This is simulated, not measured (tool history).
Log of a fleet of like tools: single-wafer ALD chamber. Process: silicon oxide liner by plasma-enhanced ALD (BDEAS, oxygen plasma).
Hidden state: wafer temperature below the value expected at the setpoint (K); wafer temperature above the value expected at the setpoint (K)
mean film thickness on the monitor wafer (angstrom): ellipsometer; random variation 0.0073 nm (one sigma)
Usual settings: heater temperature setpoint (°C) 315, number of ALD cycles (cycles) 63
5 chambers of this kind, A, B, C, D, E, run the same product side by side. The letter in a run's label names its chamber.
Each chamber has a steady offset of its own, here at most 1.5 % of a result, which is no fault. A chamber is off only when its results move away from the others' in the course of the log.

run   hour  heater temperature setpoint (°C)  number of ALD cycles (cycles)  hours since the last thermocouple change  read-back reference wafer on the same gauge, thickness_nm  mean film thickness on the monitor wafer (angstrom)
 1E    6.1                               315                             63                                    1014.0                                                     6.4815                                               57.939
 2B   12.7                               315                             63                                     345.5                                                     6.4835                                               57.044
 3C   17.4                               315                             63                                     298.7                                                     6.4836                                               57.365
 4D   25.0                               315                             63                                     817.9                                                     6.4827                                               57.349
 5A   30.1                               315                             63                                     709.8                                                     6.4851                                               57.618
 6B   36.8                               315                             63                                     369.6                                                     6.4834                                               57.102
 7D   44.3                               315                             63                                     837.2                                                     6.4859                                               57.470
 8C   48.5                               315                             63                                     329.8                                                     6.4864                                               57.445
 9E   57.1                               315                             63                                    1065.0                                                     6.4891                                               57.940
10A   63.5                               315                             63                                     743.2                                                     6.4858                                               57.665
11A   70.0                               315                             63                                     749.7                                                     6.4879                                               57.563
12E   75.7                               315                             63                                    1083.6                                                     6.4883                                               58.179
13D   83.4                               315                             63                                     876.3                                                     6.4918                                               57.499
14C   87.5                               315                             63                                     368.8                                                     6.4916                                               57.418
15B   91.4                               315                             63                                     424.2                                                     6.4902                                               57.070
16C   99.0                               304                             75                                     380.3                                                     6.4941                                               69.470
17B  105.6                               304                             75                                     438.4                                                     6.4929                                               69.201
18A  112.2                               304                             75                                     791.9                                                     6.4945                                               69.810
19E  119.7                               304                             75                                    1127.6                                                     6.4956                                               70.277
20D  123.8                               304                             75                                     916.7                                                     6.4959                                               69.525
21E  129.6                               321                             56                                    1137.5                                                     6.4960                                               51.177
22B  135.6                               321                             56                                     468.4                                                     6.4953                                               50.365
23A  139.7                               321                             56                                     819.4                                                     6.4960                                               50.800
24D  145.8                               321                             56                                     938.7                                                     6.4979                                               50.713
25C  153.8                               321                             56                                     435.1                                                     6.4987                                               50.750
26B  161.4                               315                             63                                     494.2                                                     6.5019                                               57.268
27A  166.2                               315                             63                                     845.9                                                     6.5009                                               57.737
28E  174.9                               305                             63                                    1182.8                                                     6.5030                                               58.965
29C  178.7                               305                             63                                     460.0                                                     6.5021                                               58.350
30D  183.6                               305                             63                                     976.5                                                     6.5022                                               58.400
31C  188.2                               305                             63                                     469.5                                                     6.5011                                               58.398
32A  192.9                               305                             63                                     872.6                                                     6.5048                                               58.621
33D  200.8                               315                             63                                     993.7                                                     6.5072                                               57.504
34B  207.9                               315                             63                                     540.7                                                     6.5063                                               57.214
35E  214.3                               315                             63                                    1222.2                                                     6.5074                                               58.062
36B  219.4                               315                             63                                     552.2                                                     6.5061                                               57.354
37E  224.1                               315                             63                                    1232.0                                                     6.5088                                               58.145
38C  231.8                               315                             63                                     513.1                                                     6.5070                                               57.645
39A  239.7                               301                             63                                     919.4                                                     6.5099                                               58.886
40D  244.9                               301                             63                                    1037.8                                                     6.5124                                               58.696
41C  248.8                               301                             63                                     530.1                                                     6.5107                                               58.870
42D  255.4                               301                             63                                    1048.3                                                     6.5125                                               58.832
43E  260.8                               301                             63                                    1268.7                                                     6.5131                                               59.565

What goes on in this fleet: one chamber off, a drifting gauge, or nothing beyond the chambers' own small offsets? Name the chamber and the cause, if any.

The gauge drifts, so all chambers seem to drift together. No chamber is off.
Cause: gauge reads high (%) = 0.523.
